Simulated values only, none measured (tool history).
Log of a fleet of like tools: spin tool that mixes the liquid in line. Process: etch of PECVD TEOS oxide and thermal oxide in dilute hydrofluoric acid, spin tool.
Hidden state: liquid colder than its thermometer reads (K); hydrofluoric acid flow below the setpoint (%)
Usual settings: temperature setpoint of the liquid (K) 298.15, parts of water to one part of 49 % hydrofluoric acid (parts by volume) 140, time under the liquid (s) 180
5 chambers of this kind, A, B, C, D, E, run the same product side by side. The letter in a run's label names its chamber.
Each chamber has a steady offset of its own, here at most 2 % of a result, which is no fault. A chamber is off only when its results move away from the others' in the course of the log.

run,hour,temperature setpoint of the liquid (K),parts of water to one part of 49 % hydrofluoric acid (parts by volume),time under the liquid (s),hours since the thermometer was replaced,hours since the hydrofluoric acid flow meter was replaced,"read-back film thickness of the PECVD TEOS oxide reference wafer, read on the same gauge (nm)","read-back film thickness of the thermal oxide reference wafer, read on the same gauge (nm)",thickness taken off the PECVD TEOS oxide on a monitor wafer (angstrom),thickness taken off the thermal oxide on a monitor wafer (angstrom)
1D,3.0,298.15,140,180,32.0,1507.9,140.01,40.000,147.470,61.852
2E,6.1,298.15,140,180,551.3,736.2,139.97,39.990,147.080,61.935
3A,11.0,298.15,140,180,82.7,2318.4,139.99,40.007,146.010,62.675
# hour 14.5: chamber B: hydrofluoric acid flow meter replaced
4C,16.2,298.15,140,180,580.3,2122.9,140.01,40.022,147.710,62.590
5B,20.2,298.15,140,180,587.3,5.7,139.99,39.976,147.000,62.135
# hour 23.2: chamber A: hydrofluoric acid flow meter replaced
6B,24.7,298.15,140,95,591.8,10.2,140.01,39.985,77.344,33.338
7E,29.8,298.15,140,95,575.0,759.9,139.99,39.994,77.896,32.237
8C,32.6,298.15,140,95,596.7,2139.3,139.99,40.002,78.324,32.697
9A,38.1,298.15,140,95,109.8,14.9,140.01,39.986,77.766,32.320
10D,42.8,298.15,140,95,71.8,1547.7,140.00,39.992,78.233,31.861
11B,45.3,298.15,140,180,612.4,30.8,139.99,39.998,145.990,63.132
12C,48.4,298.15,140,180,612.5,2155.1,140.02,40.002,147.650,61.422
13D,52.9,298.15,140,180,81.9,1557.8,140.00,40.002,148.950,60.804
14A,57.0,298.15,140,180,128.7,33.8,140.00,39.993,145.530,61.005
15E,60.2,298.15,140,180,605.4,790.3,139.98,40.013,146.840,61.613
16A,65.5,296.15,140,245,137.2,42.3,140.01,40.005,184.440,77.923
17D,70.7,296.15,140,245,99.7,1575.6,139.99,39.982,187.980,76.880
18E,75.0,296.15,140,245,620.2,805.1,139.98,39.996,186.760,76.507
19C,78.9,296.15,140,245,643.0,2185.6,139.98,40.004,187.580,78.247
20B,81.4,296.15,140,245,648.5,66.9,139.99,40.001,185.830,78.318
21B,84.2,298.15,140,180,651.3,69.7,140.02,40.004,145.860,61.985
22C,87.2,298.15,140,180,651.3,2193.9,140.00,40.005,147.550,63.913
23D,91.6,298.15,140,180,120.6,1596.5,140.00,39.990,146.630,62.296
24E,94.2,298.15,140,180,639.4,824.3,139.99,39.983,148.170,61.624
25A,96.7,298.15,140,180,168.4,73.5,140.01,40.011,145.930,61.185
26E,100.9,298.15,140,180,646.1,831.0,140.01,40.015,147.200,62.231
27B,106.0,298.15,140,180,673.1,91.5,139.98,39.985,146.170,60.898
28C,111.6,298.15,140,180,675.7,2218.3,140.00,39.992,147.230,61.536
29A,115.2,298.15,195,180,186.9,92.0,139.99,39.983,98.126,41.903
30D,117.8,298.15,195,180,146.8,1622.7,140.03,39.998,99.709,40.988
31E,121.6,298.15,195,180,666.8,851.7,139.99,39.990,98.620,42.117
# hour 123.0: chamber B: thermometer replaced
32B,126.2,298.15,195,180,3.3,111.7,140.00,39.981,98.619,41.877
33D,131.5,298.15,195,180,160.5,1636.4,140.00,39.982,98.587,41.301
# hour 132.9: chamber C: thermometer replaced
34A,134.6,298.15,140,180,206.3,111.4,140.00,39.999,148.190,61.363
35C,138.0,298.15,140,180,5.1,2244.7,140.01,39.999,149.240,63.396
# hour 140.2: chamber E: thermometer replaced
36E,140.9,298.15,140,180,0.8,871.0,140.04,40.002,146.100,61.086
37D,144.4,298.15,140,180,173.4,1649.3,139.97,40.006,146.650,60.825
38A,149.8,298.15,140,180,221.5,126.6,140.02,40.005,147.950,61.463
39B,155.0,298.15,140,180,32.1,140.5,140.01,39.997,145.770,62.258
40C,158.3,298.15,140,180,25.4,2265.0,140.00,40.009,148.370,62.670
41B,161.5,298.15,140,180,38.6,147.0,139.98,39.996,145.820,61.970
42C,166.3,298.15,140,180,33.4,2273.0,140.00,39.989,149.530,62.668

Is one chamber off against the others, does the gauge drift, or is nothing wrong? If a chamber is off, say which, and what the likeliest cause is.

No chamber stands off beyond its own small offset, and the gauge holds steady.
